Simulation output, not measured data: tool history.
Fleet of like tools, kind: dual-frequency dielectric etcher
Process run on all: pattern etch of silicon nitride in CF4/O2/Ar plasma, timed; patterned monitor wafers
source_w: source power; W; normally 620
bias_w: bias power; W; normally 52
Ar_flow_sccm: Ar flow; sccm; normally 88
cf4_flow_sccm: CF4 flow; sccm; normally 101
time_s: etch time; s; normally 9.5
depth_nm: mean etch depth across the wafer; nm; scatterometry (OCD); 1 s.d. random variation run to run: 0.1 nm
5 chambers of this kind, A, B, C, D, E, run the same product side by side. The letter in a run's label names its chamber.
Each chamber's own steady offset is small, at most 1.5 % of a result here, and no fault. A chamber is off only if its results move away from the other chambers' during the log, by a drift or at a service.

| run | hour | source_w | bias_w | Ar_flow_sccm | cf4_flow_sccm | time_s | read-back reference wafer on the same gauge, depth_nm | depth_nm |
|---|---|---|---|---|---|---|---|---|
| 1E | 7.5 | 620 | 52 | 88 | 101 | 9.5 | 18.208 | 22.577 |
|  | 17.6 | chamber C: wet clean of the chamber |
| 2C | 19.9 | 620 | 52 | 88 | 101 | 9.5 | 18.210 | 22.161 |
| 3A | 34.2 | 620 | 52 | 88 | 101 | 9.5 | 18.198 | 22.344 |
| 4B | 46.0 | 620 | 52 | 88 | 101 | 9.5 | 18.197 | 22.459 |
| 5D | 53.0 | 620 | 52 | 88 | 101 | 9.5 | 18.196 | 22.545 |
| 6C | 62.1 | 620 | 52 | 88 | 101 | 9.5 | 18.209 | 22.323 |
| 7B | 78.2 | 620 | 52 | 88 | 101 | 11.5 | 18.187 | 27.074 |
|  | 78.4 | chamber A: CF4 flow controller replaced |
| 8E | 89.1 | 620 | 52 | 88 | 101 | 11.5 | 18.209 | 27.159 |
| 9D | 96.4 | 620 | 52 | 88 | 101 | 11.5 | 18.194 | 27.170 |
| 10A | 109.8 | 620 | 52 | 88 | 101 | 11.5 | 18.207 | 27.196 |
| 11E | 117.2 | 620 | 52 | 88 | 101 | 11.5 | 18.211 | 27.210 |
|  | 123.0 | chamber D: wet clean of the chamber |
| 12B | 125.5 | 620 | 42 | 88 | 101 | 8.0 | 18.222 | 17.455 |
| 13A | 135.5 | 620 | 42 | 88 | 101 | 8.0 | 18.223 | 17.550 |
| 14D | 151.5 | 620 | 42 | 88 | 101 | 8.0 | 18.203 | 17.738 |
|  | 152.1 | chamber B: wet clean of the chamber |
| 15C | 165.6 | 620 | 42 | 88 | 101 | 8.0 | 18.185 | 17.259 |
| 16C | 173.6 | 620 | 42 | 88 | 101 | 8.0 | 18.197 | 17.168 |
| 17B | 182.9 | 620 | 52 | 88 | 101 | 9.5 | 18.189 | 22.418 |
|  | 188.3 | chamber E: Ar flow controller replaced |
| 18E | 194.4 | 620 | 52 | 88 | 101 | 9.5 | 18.197 | 22.496 |
| 19A | 208.3 | 620 | 52 | 88 | 101 | 9.5 | 18.208 | 22.694 |
| 20D | 215.7 | 620 | 52 | 88 | 101 | 9.5 | 18.208 | 22.409 |
| 21D | 226.2 | 620 | 52 | 88 | 101 | 9.5 | 18.207 | 22.390 |
| 22B | 240.9 | 620 | 52 | 88 | 101 | 9.5 | 18.192 | 22.283 |
| 23C | 251.8 | 620 | 52 | 88 | 101 | 9.5 | 18.211 | 22.161 |
| 24E | 267.6 | 620 | 52 | 88 | 101 | 9.5 | 18.198 | 22.498 |
|  | 282.9 | chamber A: wet clean of the chamber |
| 25A | 282.9 | 620 | 52 | 88 | 101 | 9.5 | 18.197 | 22.597 |
| 26B | 290.1 | 620 | 52 | 88 | 101 | 9.5 | 18.225 | 22.439 |
| 27E | 305.4 | 620 | 52 | 72 | 101 | 9.5 | 18.196 | 23.011 |
| 28A | 320.9 | 620 | 52 | 72 | 101 | 9.5 | 18.184 | 23.023 |
| 29C | 331.6 | 620 | 52 | 72 | 101 | 9.5 | 18.195 | 22.267 |
| 30D | 341.1 | 620 | 52 | 72 | 101 | 9.5 | 18.185 | 23.158 |
| 31E | 355.5 | 620 | 52 | 72 | 101 | 9.5 | 18.202 | 23.101 |
| 32A | 365.7 | 620 | 52 | 88 | 101 | 9.5 | 18.221 | 22.594 |
| 33D | 373.4 | 620 | 52 | 88 | 101 | 9.5 | 18.207 | 22.492 |
| 34C | 388.8 | 620 | 52 | 88 | 101 | 9.5 | 18.205 | 21.517 |
| 35B | 399.7 | 620 | 52 | 88 | 101 | 9.5 | 18.202 | 22.454 |
| 36E | 412.7 | 620 | 52 | 88 | 101 | 9.5 | 18.188 | 22.470 |
|  | 414.8 | chamber D: Ar flow controller replaced |
| 37D | 426.3 | 620 | 52 | 88 | 101 | 9.5 | 18.206 | 22.483 |
| 38B | 434.8 | 620 | 52 | 88 | 101 | 9.5 | 18.190 | 22.313 |

Does one chamber stand apart from the rest, does the shared gauge drift, or is all well apart from small per-chamber offsets? Give the chamber and the most likely cause, where there is one.

Chamber C drifts away from the others.
Cause: source power that arrives under what is set, % = 3.03.
With only this log, it may be confused with: etch rate under this chamber's usual, %.

Here are 4 candidates for chamber C's next run, each the usual settings with a change, their results left as question marks. Which one brings its results back in line with what the others give on the usual settings?
Maximum distance from the other chambers' mean on the usual settings for a result to count as in line: depth_nm 0.350 nm
| 39C-1 | 446.3 | 600 | 51 | 88 | 101 | 9.5 |  | ? |
| 39C-2 | 446.3 | 570 | 52 | 89 | 101 | 9.5 |  | ? |
| 39C-3 | 446.3 | 670 | 54 | 87 | 102 | 9.5 |  | ? |
| 39C-4 | 446.3 | 640 | 53 | 88 | 102 | 9.5 |  | ? |

Other chambers, usual settings, mean: depth_nm 22.542 nm
| run | depth_nm |
|---|---|
| 39C-1 | 20.833 |
| 39C-2 | 20.045 |
| 39C-3 | 23.470 |
| 39C-4 | 22.372 |
With 39C-4, the chamber falls back in line with the rest.
